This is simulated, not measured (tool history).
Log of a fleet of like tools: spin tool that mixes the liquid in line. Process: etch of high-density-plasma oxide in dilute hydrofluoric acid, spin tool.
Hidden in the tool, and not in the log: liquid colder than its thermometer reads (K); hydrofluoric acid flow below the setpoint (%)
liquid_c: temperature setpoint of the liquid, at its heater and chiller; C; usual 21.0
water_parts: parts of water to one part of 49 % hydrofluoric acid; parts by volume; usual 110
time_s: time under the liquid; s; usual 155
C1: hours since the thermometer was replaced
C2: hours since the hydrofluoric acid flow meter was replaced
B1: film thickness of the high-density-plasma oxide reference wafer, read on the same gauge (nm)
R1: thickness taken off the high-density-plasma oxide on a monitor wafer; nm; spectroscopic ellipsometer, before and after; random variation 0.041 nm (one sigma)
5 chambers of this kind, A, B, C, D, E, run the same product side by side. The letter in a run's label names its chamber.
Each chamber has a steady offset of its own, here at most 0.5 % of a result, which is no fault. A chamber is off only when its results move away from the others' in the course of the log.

Run 1B, day 0.375: usual settings; C1 585.0; C2 389.0; B1 69.944. Result: R1 12.9470 nm.
Run 2A, day 0.962: usual settings; C1 171.7; C2 1793.4; B1 69.992. Result: R1 12.9410 nm.
Run 3C, day 1.521: usual settings; C1 1720.5; C2 468.3; B1 70.021. Result: R1 12.9790 nm.
Run 4E, day 1.850: usual settings; C1 1232.1; C2 1936.2; B1 70.025. Result: R1 12.8900 nm.
Run 5D, day 2.429: usual settings; C1 1376.0; C2 926.7; B1 69.992. Result: R1 13.0350 nm.
Run 6C, day 2.942: usual settings but water_parts 90 parts by volume, time_s 90 s; C1 1754.6; C2 502.4; B1 70.012. Result: R1 9.4726 nm.
At day 3.212: chamber B: thermometer replaced.
Run 7B, day 3.396: usual settings but water_parts 90 parts by volume, time_s 90 s; C1 4.5; C2 461.5; B1 70.024. Result: R1 9.3946 nm.
Run 8E, day 3.700: usual settings but water_parts 90 parts by volume, time_s 90 s; C1 1276.5; C2 1980.6; B1 69.995. Result: R1 9.3450 nm.
Run 9D, day 4.188: usual settings but water_parts 90 parts by volume, time_s 90 s; C1 1418.2; C2 968.9; B1 70.008. Result: R1 9.3773 nm.
Run 10A, day 4.675: usual settings but water_parts 90 parts by volume, time_s 90 s; C1 260.8; C2 1882.5; B1 69.954. Result: R1 9.4099 nm.
At day 4.804: chamber B: hydrofluoric acid flow meter replaced.
At day 4.850: chamber E: hydrofluoric acid flow meter replaced.
Run 11C, day 5.054: usual settings but liquid_c 17.5 C, time_s 110 s; C1 1805.3; C2 553.1; B1 69.974. Result: R1 7.9682 nm.
Run 12B, day 5.525: usual settings but liquid_c 17.5 C, time_s 110 s; C1 55.6; C2 17.4; B1 69.984. Result: R1 7.9741 nm.
Run 13A, day 6.183: usual settings but liquid_c 17.5 C, time_s 110 s; C1 297.0; C2 1918.7; B1 70.045. Result: R1 7.9972 nm.
Run 14D, day 6.542: usual settings but liquid_c 17.5 C, time_s 110 s; C1 1474.7; C2 1025.4; B1 69.975. Result: R1 7.9886 nm.
Run 15E, day 7.208: usual settings but liquid_c 17.5 C, time_s 110 s; C1 1360.7; C2 56.7; B1 69.962. Result: R1 7.9525 nm.
At day 7.429: chamber A: hydrofluoric acid flow meter replaced.
Run 16C, day 7.521: usual settings; C1 1864.5; C2 612.3; B1 69.977. Result: R1 12.9770 nm.
Run 17D, day 8.004: usual settings; C1 1509.8; C2 1060.5; B1 69.956. Result: R1 12.9560 nm.
Run 18E, day 8.408: usual settings; C1 1389.5; C2 85.5; B1 69.994. Result: R1 12.9260 nm.
Run 19A, day 8.817: usual settings; C1 360.2; C2 33.3; B1 69.999. Result: R1 12.9760 nm.
Run 20B, day 9.142: usual settings; C1 142.4; C2 104.2; B1 70.015. Result: R1 13.0220 nm.
Run 21B, day 9.533: usual settings; C1 151.8; C2 113.6; B1 69.985. Result: R1 12.9930 nm.
Run 22D, day 10.042: usual settings; C1 1558.7; C2 1109.4; B1 69.945. Result: R1 12.9840 nm.
Run 23A, day 10.633: usual settings; C1 403.8; C2 76.9; B1 69.965. Result: R1 13.0070 nm.
Run 24C, day 11.021: usual settings; C1 1948.5; C2 696.3; B1 70.002. Result: R1 12.7630 nm.
Run 25E, day 11.579: usual settings; C1 1465.6; C2 161.6; B1 69.992. Result: R1 12.9540 nm.
Run 26E, day 11.900: usual settings but water_parts 75 parts by volume; C1 1473.3; C2 169.3; B1 70.044. Result: R1 19.6910 nm.
Run 27D, day 12.321: usual settings but water_parts 75 parts by volume; C1 1613.4; C2 1164.1; B1 70.004. Result: R1 19.5130 nm.
Run 28A, day 12.862: usual settings but water_parts 75 parts by volume; C1 457.3; C2 130.4; B1 69.994. Result: R1 19.8960 nm.
Run 29B, day 13.200: usual settings but water_parts 75 parts by volume; C1 239.8; C2 201.6; B1 69.994. Result: R1 19.9220 nm.
Run 30C, day 13.758: usual settings but water_parts 75 parts by volume; C1 2014.2; C2 762.0; B1 70.017. Result: R1 19.5570 nm.
Run 31B, day 14.329: usual settings but liquid_c 23.5 C, time_s 195 s; C1 266.9; C2 228.7; B1 69.998. Result: R1 18.0070 nm.
Run 32A, day 14.642: usual settings but liquid_c 23.5 C, time_s 195 s; C1 500.0; C2 173.1; B1 69.944. Result: R1 18.1880 nm.
Run 33E, day 15.021: usual settings but liquid_c 23.5 C, time_s 195 s; C1 1548.2; C2 244.2; B1 70.001. Result: R1 17.9710 nm.
Run 34C, day 15.642: usual settings but liquid_c 23.5 C, time_s 195 s; C1 2059.4; C2 807.2; B1 70.005. Result: R1 17.4670 nm.
Run 35D, day 16.200: usual settings but liquid_c 23.5 C, time_s 195 s; C1 1706.5; C2 1257.2; B1 69.977. Result: R1 18.0830 nm.
Run 36A, day 16.642: usual settings; C1 548.0; C2 221.1; B1 69.997. Result: R1 13.0510 nm.
Run 37C, day 17.083: usual settings; C1 2094.0; C2 841.8; B1 70.004. Result: R1 12.4480 nm.
Run 38D, day 17.650: usual settings but water_parts 135 parts by volume, time_s 115 s; C1 1741.3; C2 1292.0; B1 70.013. Result: R1 7.6390 nm.

What goes on in this fleet: one chamber off, a drifting gauge, or nothing beyond the chambers' own small offsets? Name the chamber and the cause, if any.

Chamber C drifts away from the others.
Cause: hydrofluoric acid flow below the setpoint (%) = 3.54.
The log may not tell that from: liquid colder than its thermometer reads (K).

Here are 4 candidates for chamber C's next run, each the usual settings with a change, their results left as question marks. Which one brings its results back in line with what the others give on the usual settings?
In line means no further than this from the other chambers' mean on the usual settings: R1 0.1400 nm
Run 39C-1, day 18.138: usual settings but liquid_c 22.0 C. Result: R1 ?.
Run 39C-2, day 18.138: usual settings but liquid_c 20.0 C. Result: R1 ?.
Run 39C-3, day 18.138: usual settings but liquid_c 20.5 C. Result: R1 ?.
Run 39C-4, day 18.138: usual settings but liquid_c 21.5 C. Result: R1 ?.

The other chambers' mean on the usual settings: R1 12.9550 nm
  run       R1
39C-1  12.9890
39C-2  11.9730
39C-3  12.2240
39C-4  12.7270
39C-1 brings the chamber back in line.
